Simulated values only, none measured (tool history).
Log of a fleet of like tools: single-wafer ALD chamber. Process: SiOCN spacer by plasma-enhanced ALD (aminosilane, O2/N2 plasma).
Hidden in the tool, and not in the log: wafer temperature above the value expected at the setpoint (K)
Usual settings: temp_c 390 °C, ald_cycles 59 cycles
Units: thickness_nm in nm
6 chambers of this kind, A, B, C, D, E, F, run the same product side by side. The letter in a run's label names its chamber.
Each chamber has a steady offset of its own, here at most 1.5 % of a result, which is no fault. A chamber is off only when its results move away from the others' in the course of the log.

run	hour	temp_c	ald_cycles	hours since the last thermocouple change	read-back reference wafer on the same gauge, thickness_nm	thickness_nm
1A	11.9	390	59	529.5	3.0242	3.5296
2F	25.6	390	59	724.3	3.0260	3.5420
3E	37.7	390	59	1061.7	3.0181	3.5261
4C	51.4	390	59	1039.7	3.0188	3.5794
# hour 62.6: chamber D: thermocouple changed; heater temperature recalibrated
5B	64.3	390	59	620.7	3.0225	3.6127
6D	77.0	390	59	14.4	3.0184	3.5049
7A	89.5	390	59	607.1	3.0195	3.5046
8F	96.4	390	59	795.1	3.0231	3.5966
9B	104.1	390	59	660.5	3.0187	3.6202
10C	114.4	390	59	1102.7	3.0232	3.6197
11D	127.8	390	59	65.2	3.0182	3.4825
12E	134.9	380	59	1158.9	3.0217	3.5264
13F	144.6	380	59	843.3	3.0164	3.5595
14A	155.1	380	59	672.7	3.0197	3.5590
15B	169.4	380	59	725.8	3.0156	3.5947
16D	183.6	380	59	121.0	3.0252	3.5214
17C	191.0	380	59	1179.3	3.0184	3.6045
18E	198.3	390	59	1222.3	3.0186	3.5542
19A	208.3	390	59	725.9	3.0183	3.5663
20C	216.9	390	59	1205.2	3.0256	3.5983
21E	225.8	390	59	1249.8	3.0195	3.5584
22B	234.4	390	59	790.8	3.0231	3.6172
23D	248.2	390	59	185.6	3.0228	3.5380
24F	256.2	390	59	954.9	3.0219	3.5333
25E	268.6	390	59	1292.6	3.0224	3.5479
26D	282.8	390	59	220.2	3.0239	3.5331
27C	297.4	390	59	1285.7	3.0200	3.5432
28B	308.0	390	59	864.4	3.0227	3.6223
29A	316.7	390	59	834.3	3.0192	3.5559
30F	330.4	390	59	1029.1	3.0188	3.5659
31D	342.5	390	59	279.9	3.0223	3.5488
32C	350.7	390	59	1339.0	3.0190	3.5469
33A	365.3	390	59	882.9	3.0194	3.5494
34F	380.5	386	54	1079.2	3.0231	3.2349
35B	388.2	386	54	944.6	3.0179	3.3019
36E	396.8	386	54	1420.8	3.0194	3.2826
37D	407.1	386	54	344.5	3.0184	3.2431
38C	421.5	386	54	1409.8	3.0158	3.2747
39F	430.6	386	54	1129.3	3.0200	3.2396
40E	440.0	390	59	1464.0	3.0203	3.5737
41A	447.7	390	59	965.3	3.0187	3.5436

What goes on in this fleet: one chamber off, a drifting gauge, or nothing beyond the chambers' own small offsets? Name the chamber and the cause, if any.

No chamber stands off beyond its own small offset, and the gauge holds steady.
